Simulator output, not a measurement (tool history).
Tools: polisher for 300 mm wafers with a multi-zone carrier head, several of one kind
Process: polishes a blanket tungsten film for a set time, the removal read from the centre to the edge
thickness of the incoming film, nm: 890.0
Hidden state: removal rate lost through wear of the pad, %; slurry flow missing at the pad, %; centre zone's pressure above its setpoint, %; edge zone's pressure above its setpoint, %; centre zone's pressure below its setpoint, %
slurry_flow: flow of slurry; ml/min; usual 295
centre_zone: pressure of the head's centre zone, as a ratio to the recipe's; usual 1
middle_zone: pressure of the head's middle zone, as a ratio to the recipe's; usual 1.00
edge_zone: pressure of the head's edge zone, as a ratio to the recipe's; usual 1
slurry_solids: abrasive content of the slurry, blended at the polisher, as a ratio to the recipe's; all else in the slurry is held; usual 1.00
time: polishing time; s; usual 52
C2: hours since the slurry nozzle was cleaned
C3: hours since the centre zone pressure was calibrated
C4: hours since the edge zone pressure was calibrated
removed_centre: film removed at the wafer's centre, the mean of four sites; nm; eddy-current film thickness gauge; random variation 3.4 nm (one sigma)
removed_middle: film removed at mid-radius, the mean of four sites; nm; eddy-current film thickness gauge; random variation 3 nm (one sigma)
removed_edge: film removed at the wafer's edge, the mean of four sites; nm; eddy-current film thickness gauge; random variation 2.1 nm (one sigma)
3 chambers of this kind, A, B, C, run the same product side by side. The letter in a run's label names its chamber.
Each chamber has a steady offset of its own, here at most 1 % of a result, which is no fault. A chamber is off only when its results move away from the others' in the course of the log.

Run 1C, hour 6.6: usual settings; wafers polished on this pad 332; C2 635.9; C3 151.8; C4 360.2. Result: removed_centre 279.06 nm, removed_middle 286.95 nm, removed_edge 275.59 nm.
Run 2A, hour 18.9: usual settings; wafers polished on this pad 679; C2 21.4; C3 172.3; C4 111.3. Result: removed_centre 278.03 nm, removed_middle 276.92 nm, removed_edge 275.03 nm.
Run 3B, hour 30.0: usual settings; wafers polished on this pad 634; C2 51.3; C3 457.4; C4 436.7. Result: removed_centre 282.44 nm, removed_middle 275.09 nm, removed_edge 276.68 nm.
Run 4A, hour 38.7: usual settings; wafers polished on this pad 896; C2 41.2; C3 192.1; C4 131.1. Result: removed_centre 274.60 nm, removed_middle 276.02 nm, removed_edge 277.29 nm.
At hour 43.4: chamber A: worn pad replaced by a new one.
Run 5C, hour 49.1: usual settings; wafers polished on this pad 797; C2 678.4; C3 194.3; C4 402.7. Result: removed_centre 285.26 nm, removed_middle 277.39 nm, removed_edge 278.24 nm.
At hour 53.2: chamber B: worn pad replaced by a new one.
Run 6B, hour 56.0: usual settings; wafers polished on this pad 31; C2 77.3; C3 483.4; C4 462.7. Result: removed_centre 277.76 nm, removed_middle 274.75 nm, removed_edge 277.31 nm.
Run 7C, hour 66.5: usual settings; wafers polished on this pad 988; C2 695.8; C3 211.7; C4 420.1. Result: removed_centre 276.53 nm, removed_middle 281.89 nm, removed_edge 275.01 nm.
Run 8A, hour 79.4: usual settings; wafers polished on this pad 395; C2 81.9; C3 232.8; C4 171.8. Result: removed_centre 279.46 nm, removed_middle 276.25 nm, removed_edge 278.39 nm.
Run 9B, hour 88.7: usual settings; wafers polished on this pad 389; C2 110.0; C3 516.1; C4 495.4. Result: removed_centre 282.61 nm, removed_middle 277.71 nm, removed_edge 276.74 nm.
Run 10B, hour 100.9: usual settings; wafers polished on this pad 523; C2 122.2; C3 528.3; C4 507.6. Result: removed_centre 275.99 nm, removed_middle 273.93 nm, removed_edge 275.98 nm.
Run 11C, hour 107.5: usual settings but slurry_solids 0.75; wafers polished on this pad 1437; C2 736.8; C3 252.7; C4 461.1. Result: removed_centre 251.88 nm, removed_middle 254.60 nm, removed_edge 255.82 nm.
At hour 121.1: chamber B: worn pad replaced by a new one.
Run 12A, hour 121.5: usual settings but slurry_solids 0.75; wafers polished on this pad 856; C2 124.0; C3 274.9; C4 213.9. Result: removed_centre 263.18 nm, removed_middle 260.72 nm, removed_edge 257.41 nm.
Run 13C, hour 131.3: usual settings but slurry_solids 0.75; wafers polished on this pad 1697; C2 760.6; C3 276.5; C4 484.9. Result: removed_centre 256.63 nm, removed_middle 259.70 nm, removed_edge 252.53 nm.
At hour 141.1: chamber A: worn pad replaced by a new one.
Run 14A, hour 143.4: usual settings but middle_zone 1.06, slurry_solids 1.20; wafers polished on this pad 25; C2 145.9; C3 296.8; C4 235.8. Result: removed_centre 291.15 nm, removed_middle 300.97 nm, removed_edge 285.18 nm.
Run 15B, hour 153.6: usual settings but middle_zone 1.06, slurry_solids 1.20; wafers polished on this pad 356; C2 174.9; C3 581.0; C4 560.3. Result: removed_centre 293.22 nm, removed_middle 299.15 nm, removed_edge 287.99 nm.
Run 16C, hour 160.7: usual settings but middle_zone 1.06, slurry_solids 1.20; wafers polished on this pad 2019; C2 790.0; C3 305.9; C4 514.3. Result: removed_centre 283.40 nm, removed_middle 298.78 nm, removed_edge 279.52 nm.
Run 17B, hour 167.8: usual settings; wafers polished on this pad 512; C2 189.1; C3 595.2; C4 574.5. Result: removed_centre 276.74 nm, removed_middle 273.76 nm, removed_edge 279.85 nm.
Run 18A, hour 174.6: usual settings; wafers polished on this pad 367; C2 177.1; C3 328.0; C4 267.0. Result: removed_centre 273.82 nm, removed_middle 276.82 nm, removed_edge 277.74 nm.
Run 19A, hour 182.8: usual settings; wafers polished on this pad 456; C2 185.3; C3 336.2; C4 275.2. Result: removed_centre 284.54 nm, removed_middle 272.06 nm, removed_edge 275.52 nm.
At hour 184.5: chamber A: centre zone pressure recalibrated.
At hour 191.2: chamber B: worn pad replaced by a new one.
Run 20C, hour 194.8: usual settings but slurry_solids 0.90; wafers polished on this pad 2393; C2 824.1; C3 340.0; C4 548.4. Result: removed_centre 258.68 nm, removed_middle 264.39 nm, removed_edge 260.34 nm.
At hour 196.3: chamber C: slurry nozzle cleaned.
At hour 202.2: chamber B: edge zone pressure recalibrated.
Run 21B, hour 203.7: usual settings but slurry_solids 0.90; wafers polished on this pad 137; C2 225.0; C3 631.1; C4 1.6. Result: removed_centre 272.97 nm, removed_middle 268.28 nm, removed_edge 270.17 nm.
Run 22A, hour 210.2: usual settings but slurry_solids 0.90; wafers polished on this pad 757; C2 212.7; C3 25.7; C4 302.6. Result: removed_centre 271.77 nm, removed_middle 270.39 nm, removed_edge 271.69 nm.
Run 23B, hour 224.8: usual settings; wafers polished on this pad 368; C2 246.1; C3 652.2; C4 22.7. Result: removed_centre 276.20 nm, removed_middle 266.28 nm, removed_edge 276.68 nm.
At hour 225.6: chamber B: centre zone pressure recalibrated.
At hour 227.8: chamber B: slurry nozzle cleaned.
At hour 228.1: chamber A: worn pad replaced by a new one.
Run 24C, hour 237.9: usual settings; wafers polished on this pad 2865; C2 41.6; C3 383.1; C4 591.5. Result: removed_centre 258.88 nm, removed_middle 270.94 nm, removed_edge 262.91 nm.
Run 25C, hour 251.3: usual settings; wafers polished on this pad 3012; C2 55.0; C3 396.5; C4 604.9. Result: removed_centre 257.38 nm, removed_middle 268.24 nm, removed_edge 261.98 nm.
Run 26A, hour 260.6: usual settings but middle_zone 1.04, slurry_solids 0.85; wafers polished on this pad 356; C2 263.1; C3 76.1; C4 353.0. Result: removed_centre 269.31 nm, removed_middle 276.16 nm, removed_edge 266.70 nm.
At hour 265.2: chamber B: worn pad replaced by a new one.
Run 27B, hour 274.5: usual settings but middle_zone 1.04, slurry_solids 0.85; wafers polished on this pad 102; C2 46.8; C3 49.0; C4 72.4. Result: removed_centre 265.87 nm, removed_middle 274.92 nm, removed_edge 264.29 nm.
Run 28B, hour 287.0: usual settings but middle_zone 1.04, slurry_solids 0.85; wafers polished on this pad 239; C2 59.3; C3 61.5; C4 84.9. Result: removed_centre 265.76 nm, removed_middle 279.65 nm, removed_edge 265.90 nm.
Run 29C, hour 295.0: usual settings; wafers polished on this pad 3490; C2 98.7; C3 440.2; C4 648.6. Result: removed_centre 251.26 nm, removed_middle 262.43 nm, removed_edge 256.11 nm.

What goes on in this fleet: one chamber off, a drifting gauge, or nothing beyond the chambers' own small offsets? Name the chamber and the cause, if any.

Chamber C drifts away from the others.
Cause: removal rate lost through wear of the pad, % = 7.53.

Here are 4 candidates for chamber C's next run, each the usual settings with a change, their results left as question marks. Which one brings its results back in line with what the others give on the usual settings?
In line means no further than this from the other chambers' mean on the usual settings: removed_centre 12.00 nm; removed_middle 10.00 nm; removed_edge 7.30 nm
Run 30C-1, hour 305.5: usual settings but centre_zone 0.99, middle_zone 1.01, time 50 s. Result: removed_centre ?, removed_middle ?, removed_edge ?.
Run 30C-2, hour 305.5: usual settings but centre_zone 0.99, middle_zone 1.02, edge_zone 0.99, time 48 s. Result: removed_centre ?, removed_middle ?, removed_edge ?.
Run 30C-3, hour 305.5: usual settings but time 54 s. Result: removed_centre ?, removed_middle ?, removed_edge ?.
Run 30C-4, hour 305.5: usual settings but centre_zone 1.01, middle_zone 0.98, edge_zone 1.01, time 56 s. Result: removed_centre ?, removed_middle ?, removed_edge ?.

The other chambers' mean on the usual settings: removed_centre 278.01 nm; removed_middle 276.07 nm; removed_edge 277.30 nm
  run  removed_centre  removed_middle  removed_edge
30C-1          242.22          252.65        245.56
30C-2          232.55          244.72        234.48
30C-3          264.48          270.39        265.24
30C-4          277.24          275.31        276.57
30C-4 brings the chamber back in line.

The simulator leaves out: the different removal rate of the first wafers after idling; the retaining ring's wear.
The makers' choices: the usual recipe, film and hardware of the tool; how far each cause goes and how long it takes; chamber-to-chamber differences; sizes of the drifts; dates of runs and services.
